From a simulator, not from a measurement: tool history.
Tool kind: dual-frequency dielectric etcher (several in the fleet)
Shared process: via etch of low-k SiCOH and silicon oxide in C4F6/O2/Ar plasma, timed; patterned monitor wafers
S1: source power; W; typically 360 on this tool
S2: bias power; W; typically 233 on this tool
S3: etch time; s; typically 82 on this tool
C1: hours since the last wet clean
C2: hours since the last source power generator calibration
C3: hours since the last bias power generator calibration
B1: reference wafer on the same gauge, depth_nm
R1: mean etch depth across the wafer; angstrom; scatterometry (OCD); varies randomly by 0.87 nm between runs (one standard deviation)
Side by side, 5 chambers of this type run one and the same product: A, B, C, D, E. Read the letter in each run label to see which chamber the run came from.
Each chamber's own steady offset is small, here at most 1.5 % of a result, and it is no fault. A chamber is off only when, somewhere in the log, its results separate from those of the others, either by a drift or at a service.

run	day	S1	S2	S3	C1	C2	C3	B1	R1
1D	0.217	360	233	82	193.4	874.4	1923.1	242.87	2386.9
2A	0.412	360	233	82	175.3	1365.4	1134	243.24	2358.8
3E	0.633	360	233	82	231.7	715.6	1705.2	243.15	2389.4
4B	0.783	360	233	82	237.5	137.8	424.2	243.12	2388
5C	0.938	360	233	82	576.8	984.5	2265.5	243.02	2404.2
6C	1.079	360	233	98.5	580.2	987.9	2268.9	242.71	2886.8
7B	1.179	360	233	98.5	247	147.3	433.7	243.07	2890.3
8D	1.296	360	233	98.5	219.3	900.3	1949	243.13	2890.3
9A	1.496	360	233	98.5	201.3	1391.4	1160	243.09	2831.1
10E	1.692	360	233	98.5	257.1	741	1730.6	243.01	2871.8
11A	1.833	360	233	82	209.4	1399.5	1168.1	243.02	2350.8
12E	1.996	360	233	82	264.4	748.3	1737.9	242.98	2373.7
13D	2.1	360	233	82	238.6	919.6	1968.3	243.02	2404.3
14C	2.312	360	233	60	609.8	1017.5	2298.5	243.16	1757.7
15B	2.525	360	233	60	279.3	179.6	466	242.81	1752.9
16A	2.717	360	233	60	230.6	1420.7	1189.3	243.14	1710.3
17E	2.896	360	233	60	286	769.9	1759.5	242.94	1746.1
18D	3.021	360	233	60	260.7	941.7	1990.4	242.98	1751.3
19B	3.208	360	233	82	295.7	196	482.4	243.01	2381.9
20C	3.375	360	233	66	635.3	1043	2324	242.89	1928.6
21E	3.525	360	233	66	301.1	785	1774.6	243.13	1908.4
22C	3.658	360	233	66	642.1	1049.8	2330.8	243	1925.9
23D	3.771	360	233	66	278.7	959.7	2008.4	243.13	1944
24B	3.883	360	233	66	311.9	212.2	498.6	243.16	1921.5
25A	3.983	360	233	82	261	1451.1	1219.7	243.24	2323.1
26B	4.204	410	265	82	319.6	219.9	506.3	243.02	2608.9
27E	4.304	410	265	82	319.8	803.7	1793.3	243.05	2612.7
28C	4.4	410	265	82	659.9	1067.6	2348.6	243	2636.6
29D	4.6	410	265	82	298.6	979.6	2028.3	243	2627.2
30A	4.767	410	265	82	279.8	1469.9	1238.5	243.11	2534.5
# day 4.896: chamber C: wet clean of the chamber
31B	4.979	360	233	82	338.2	238.5	524.9	243	2391.9
32C	5.117	360	233	82	5.3	1084.8	2365.8	243.07	2408.1

Decide between three cases: one chamber stands off from its peers, the gauge reading all wafers drifts, or nothing is wrong past each chamber's small offset. Where a chamber is off, say which and what most likely put it there.

It is chamber A that slowly wanders off from its peers.
Cause: etch rate under this chamber's usual, % = 2.48.

Below are 4 candidate recipes for chamber A's next run, each the usual settings with a change, their results shown as question marks. Which of them brings A's results back in line with what the other chambers give on the usual settings?
In-line tolerance around the mean of the other chambers on the usual settings: R1 30 angstrom
33A-1	5.275	360	234	83					?
33A-2	5.275	360	233	85					?
33A-3	5.275	360	231	79.5					?
33A-4	5.275	360	232	81					?

Other chambers, usual settings, mean: R1 2395.3 angstrom
run	R1
33A-1	2337.6
33A-2	2390.5
33A-3	2229.4
33A-4	2274.8
It is 33A-2 that realigns the chamber with its peers.
